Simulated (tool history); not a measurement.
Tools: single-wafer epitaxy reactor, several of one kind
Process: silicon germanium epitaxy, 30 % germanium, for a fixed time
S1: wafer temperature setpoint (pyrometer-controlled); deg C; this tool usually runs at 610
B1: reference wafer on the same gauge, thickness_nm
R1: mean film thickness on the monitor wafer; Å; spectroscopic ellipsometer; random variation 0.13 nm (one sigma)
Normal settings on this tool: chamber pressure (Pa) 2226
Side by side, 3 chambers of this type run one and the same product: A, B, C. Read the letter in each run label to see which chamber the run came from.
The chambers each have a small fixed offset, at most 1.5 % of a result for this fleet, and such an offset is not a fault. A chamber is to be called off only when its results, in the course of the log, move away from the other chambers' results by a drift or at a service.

run 1C day=0.396 | S1=610 chamber_pressure_(Pa)=2226 | B1=55.377 | R1=662.40
run 2A day=0.671 | S1=610 chamber_pressure_(Pa)=2226 | B1=55.400 | R1=649.27
run 3B day=0.971 | S1=610 chamber_pressure_(Pa)=2226 | B1=55.430 | R1=660.00
run 4C day=1.154 | S1=610 chamber_pressure_(Pa)=2226 | B1=55.411 | R1=668.33
run 5A day=1.542 | S1=610 chamber_pressure_(Pa)=2226 | B1=55.429 | R1=648.01
run 6B day=1.879 | S1=610 chamber_pressure_(Pa)=2226 | B1=55.391 | R1=657.74
run 7B day=2.200 | S1=610 chamber_pressure_(Pa)=2226 | B1=55.405 | R1=661.31
run 8A day=2.429 | S1=610 chamber_pressure_(Pa)=2226 | B1=55.407 | R1=647.27
run 9C day=2.850 | S1=610 chamber_pressure_(Pa)=2226 | B1=55.412 | R1=663.84
run 10A day=3.121 | S1=610 chamber_pressure_(Pa)=2226 | B1=55.389 | R1=648.70
run 11C day=3.546 | S1=610 chamber_pressure_(Pa)=2226 | B1=55.401 | R1=664.82
run 12B day=3.821 | S1=610 chamber_pressure_(Pa)=2226 | B1=55.422 | R1=658.28
run 13B day=4.225 | S1=610 chamber_pressure_(Pa)=2226 | B1=55.416 | R1=660.31
run 14C day=4.529 | S1=610 chamber_pressure_(Pa)=2226 | B1=55.388 | R1=663.87
run 15A day=4.900 | S1=610 chamber_pressure_(Pa)=2226 | B1=55.415 | R1=649.14
run 16C day=5.246 | S1=610 chamber_pressure_(Pa)=2226 | B1=55.394 | R1=664.91
run 17B day=5.533 | S1=610 chamber_pressure_(Pa)=2226 | B1=55.398 | R1=659.69
run 18A day=5.725 | S1=610 chamber_pressure_(Pa)=2226 | B1=55.377 | R1=647.35
run 19A day=5.962 | S1=610 chamber_pressure_(Pa)=2226 | B1=55.359 | R1=645.97
run 20B day=6.179 | S1=610 chamber_pressure_(Pa)=2626 | B1=55.388 | R1=702.52
run 21C day=6.596 | S1=610 chamber_pressure_(Pa)=2626 | B1=55.407 | R1=708.70
run 22A day=6.892 | S1=610 chamber_pressure_(Pa)=2626 | B1=55.401 | R1=690.11
run 23C day=7.192 | S1=601 chamber_pressure_(Pa)=2520 | B1=55.399 | R1=594.04

Which is it: a chamber that has drifted or been left off by a service, a gauge drift common to all chambers, or only each chamber's usual small offset? If a chamber is off, name it and its likeliest cause.

Nothing is wrong: each chamber keeps only its own small, steady offset and the gauge holds still.
